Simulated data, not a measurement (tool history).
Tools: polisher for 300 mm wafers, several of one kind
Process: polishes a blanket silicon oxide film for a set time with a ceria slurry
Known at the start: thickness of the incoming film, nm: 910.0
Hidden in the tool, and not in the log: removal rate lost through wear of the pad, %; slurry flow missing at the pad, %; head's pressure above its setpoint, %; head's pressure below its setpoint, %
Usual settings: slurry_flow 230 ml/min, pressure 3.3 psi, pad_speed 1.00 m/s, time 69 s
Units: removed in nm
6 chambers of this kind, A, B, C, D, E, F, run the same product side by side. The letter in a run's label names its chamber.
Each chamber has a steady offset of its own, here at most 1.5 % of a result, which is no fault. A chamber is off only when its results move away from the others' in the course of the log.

run,hour,slurry_flow,pressure,pad_speed,time,wafers polished on this pad,hours since the slurry nozzle was cleaned,hours since the head pressure was calibrated,removed
1A,3.7,230,3.3,1.00,69,910,266.3,116.0,274.30
2B,7.5,230,3.3,1.00,69,212,297.3,460.9,276.02
3F,10.4,230,3.3,1.00,69,199,408.8,395.6,274.23
4C,14.8,230,3.3,1.00,69,980,396.6,205.4,270.96
5D,17.6,230,3.3,1.00,69,347,175.4,54.9,270.45
# hour 18.7: chamber C: worn pad replaced by a new one
6E,20.8,230,3.3,1.00,69,370,249.1,560.1,271.63
7E,25.5,230,3.3,1.00,69,401,253.8,564.8,269.69
# hour 28.3: chamber E: slurry nozzle cleaned
8F,29.9,230,3.3,1.00,69,327,428.3,415.1,277.04
9A,34.0,230,3.3,1.00,69,1110,296.6,146.3,277.16
10C,37.0,230,3.3,1.00,69,121,418.8,227.6,266.05
11D,42.1,265,3.3,1.34,69,508,199.9,79.4,374.36
12B,46.2,265,3.3,1.34,69,467,336.0,499.6,377.35
13E,50.4,265,3.3,1.34,69,565,22.2,589.7,379.20
14F,54.5,265,3.3,1.34,69,489,452.9,439.7,371.24
# hour 56.8: chamber E: worn pad replaced by a new one
15A,57.9,265,3.3,1.34,69,1267,320.5,170.2,373.90
# hour 60.7: chamber A: worn pad replaced by a new one
16B,62.0,265,3.3,1.34,69,571,351.8,515.4,369.98
# hour 64.4: chamber A: slurry nozzle cleaned
17D,66.1,230,3.3,1.00,69,666,223.9,103.4,277.10
18C,69.8,230,3.3,1.00,69,337,451.6,260.4,265.74
# hour 70.0: chamber B: worn pad replaced by a new one
19A,73.0,230,3.3,1.00,69,81,8.6,185.3,278.92
20D,77.6,230,3.3,1.00,69,742,235.4,114.9,272.99
# hour 82.0: chamber D: slurry nozzle cleaned
21E,82.5,230,2.8,1.00,69,169,54.3,621.8,234.42
22B,86.8,230,2.8,1.00,69,110,376.6,540.2,231.81
23F,90.6,230,2.8,1.00,69,727,489.0,475.8,230.65
24C,93.5,230,2.8,1.00,69,493,475.3,284.1,220.03
# hour 95.4: chamber D: worn pad replaced by a new one
# hour 95.5: chamber B: slurry nozzle cleaned
25E,96.6,230,2.8,1.00,69,262,68.4,635.9,230.98
26F,100.5,230,2.8,1.00,69,792,498.9,485.7,232.06
27C,104.0,230,3.3,1.00,69,562,485.8,294.6,258.41
28A,106.3,230,3.3,1.00,69,301,41.9,218.6,278.20
29B,110.8,230,4.1,1.00,69,269,15.4,564.2,344.00
30D,113.1,230,4.1,1.00,69,117,31.2,150.4,344.98
31C,118.3,230,4.1,1.00,69,656,500.1,308.9,313.69
32A,121.5,230,4.1,1.00,69,401,57.1,233.8,338.99
33E,126.4,230,4.1,1.00,69,458,98.2,665.7,345.60
34B,131.6,230,4.1,1.00,69,406,36.2,585.0,337.55
35F,134.0,230,3.3,1.00,69,1013,532.4,519.2,269.53
36D,136.5,230,3.3,1.00,69,271,54.6,173.8,270.64

What goes on in this fleet: one chamber off, a drifting gauge, or nothing beyond the chambers' own small offsets? Name the chamber and the cause, if any.

Chamber C drifts away from the others.
Cause: head's pressure below its setpoint, % = 9.47.

Here are 4 candidates for chamber C's next run, each the usual settings with a change, their results left as question marks. Which one brings its results back in line with what the others give on the usual settings?
In line means no further than this from the other chambers' mean on the usual settings: removed 11.00 nm
37C-1,140.3,230,3.3,0.96,69,,,,?
37C-2,140.3,230,3.3,1.00,62,,,,?
37C-3,140.3,230,3.3,1.02,70,,,,?
37C-4,140.3,230,3.3,1.00,76,,,,?

The other chambers' mean on the usual settings: removed 275.16 nm
run,removed
37C-1,237.30
37C-2,222.13
37C-3,255.82
37C-4,272.29
37C-4 brings the chamber back in line.

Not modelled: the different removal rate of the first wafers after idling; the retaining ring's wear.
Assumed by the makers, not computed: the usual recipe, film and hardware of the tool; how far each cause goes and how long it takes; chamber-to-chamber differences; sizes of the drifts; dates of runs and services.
